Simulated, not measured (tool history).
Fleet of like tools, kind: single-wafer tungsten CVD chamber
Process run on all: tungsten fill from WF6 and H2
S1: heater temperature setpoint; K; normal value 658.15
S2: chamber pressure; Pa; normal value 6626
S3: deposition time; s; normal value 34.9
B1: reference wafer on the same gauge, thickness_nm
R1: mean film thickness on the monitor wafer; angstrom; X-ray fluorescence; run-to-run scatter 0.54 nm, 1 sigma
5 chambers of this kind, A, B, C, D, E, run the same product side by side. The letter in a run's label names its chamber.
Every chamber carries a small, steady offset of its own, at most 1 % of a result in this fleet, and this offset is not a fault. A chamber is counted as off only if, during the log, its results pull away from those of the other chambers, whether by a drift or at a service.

run 1D day=0.467 | S1=658.15 S2=6626 S3=34.9 | B1=102.79 | R1=969.37
run 2E day=0.758 | S1=658.15 S2=6626 S3=34.9 | B1=102.79 | R1=969.87
run 3B day=1.096 | S1=658.15 S2=6626 S3=34.9 | B1=102.66 | R1=958.03
run 4A day=1.588 | S1=658.15 S2=6626 S3=34.9 | B1=102.78 | R1=958.16
run 5C day=1.858 | S1=669.15 S2=6066 S3=34.9 | B1=102.85 | R1=1141.10
run 6D day=2.346 | S1=669.15 S2=6066 S3=34.9 | B1=102.76 | R1=1140.20
run 7B day=2.833 | S1=669.15 S2=6066 S3=34.9 | B1=102.79 | R1=1147.50
run 8E day=3.083 | S1=669.15 S2=6066 S3=34.9 | B1=102.76 | R1=1145.20
run 9A day=3.438 | S1=669.15 S2=6066 S3=34.9 | B1=102.92 | R1=1148.90
run 10C day=3.867 | S1=658.15 S2=6626 S3=34.9 | B1=102.71 | R1=959.14
run 11C day=4.346 | S1=658.15 S2=6626 S3=34.9 | B1=102.79 | R1=963.21
run 12B day=4.696 | S1=658.15 S2=6626 S3=34.9 | B1=102.75 | R1=972.86
run 13A day=5.100 | S1=658.15 S2=6626 S3=34.9 | B1=102.64 | R1=964.00
run 14D day=5.321 | S1=658.15 S2=6626 S3=34.9 | B1=102.78 | R1=957.16
run 15E day=5.638 | S1=658.15 S2=6626 S3=34.9 | B1=102.70 | R1=965.94
run 16B day=5.992 | S1=658.15 S2=6626 S3=34.9 | B1=102.96 | R1=967.44
run 17A day=6.417 | S1=658.15 S2=6626 S3=34.9 | B1=102.81 | R1=960.54
run 18E day=6.842 | S1=658.15 S2=6626 S3=34.9 | B1=102.78 | R1=961.32
run 19D day=7.275 | S1=658.15 S2=6626 S3=34.9 | B1=102.69 | R1=956.09
run 20C day=7.750 | S1=658.15 S2=6626 S3=34.9 | B1=102.93 | R1=950.63
run 21E day=8.183 | S1=658.15 S2=6626 S3=34.9 | B1=102.78 | R1=970.06
run 22C day=8.629 | S1=658.15 S2=6626 S3=34.9 | B1=102.59 | R1=960.82
run 23B day=8.892 | S1=658.15 S2=6626 S3=34.9 | B1=102.82 | R1=962.82
run 24D day=9.283 | S1=648.15 S2=6626 S3=39.9 | B1=102.64 | R1=893.15
run 25A day=9.679 | S1=648.15 S2=6626 S3=39.9 | B1=102.91 | R1=900.16
run 26A day=9.954 | S1=648.15 S2=6626 S3=39.9 | B1=102.85 | R1=895.02
run 27B day=10.346 | S1=648.15 S2=6626 S3=39.9 | B1=102.81 | R1=915.86
run 28D day=10.600 | S1=648.15 S2=6626 S3=39.9 | B1=102.78 | R1=904.10
run 29E day=11.025 | S1=658.15 S2=6626 S3=34.9 | B1=102.96 | R1=955.45
-- day=11.217 chamber E: thermocouple changed; heater temperature recalibrated
run 30C day=11.283 | S1=658.15 S2=6626 S3=34.9 | B1=102.81 | R1=967.22
run 31A day=11.675 | S1=658.15 S2=6626 S3=30.9 | B1=102.81 | R1=852.14
run 32E day=12.158 | S1=658.15 S2=6626 S3=30.9 | B1=102.82 | R1=852.90
run 33C day=12.542 | S1=658.15 S2=6626 S3=30.9 | B1=102.62 | R1=838.88
run 34B day=12.912 | S1=658.15 S2=6626 S3=30.9 | B1=102.71 | R1=858.55
run 35D day=13.154 | S1=658.15 S2=6626 S3=30.9 | B1=102.83 | R1=842.60
run 36B day=13.483 | S1=658.15 S2=6626 S3=34.9 | B1=102.87 | R1=973.56
run 37D day=13.850 | S1=658.15 S2=6626 S3=34.9 | B1=102.83 | R1=959.76
run 38A day=14.079 | S1=658.15 S2=6626 S3=34.9 | B1=102.82 | R1=964.11

Does one chamber stand apart from the rest, does the shared gauge drift, or is all well apart from small per-chamber offsets? Give the chamber and the most likely cause, where there is one.

Beyond each chamber's small constant offset nothing stands out, and the gauge stays steady.

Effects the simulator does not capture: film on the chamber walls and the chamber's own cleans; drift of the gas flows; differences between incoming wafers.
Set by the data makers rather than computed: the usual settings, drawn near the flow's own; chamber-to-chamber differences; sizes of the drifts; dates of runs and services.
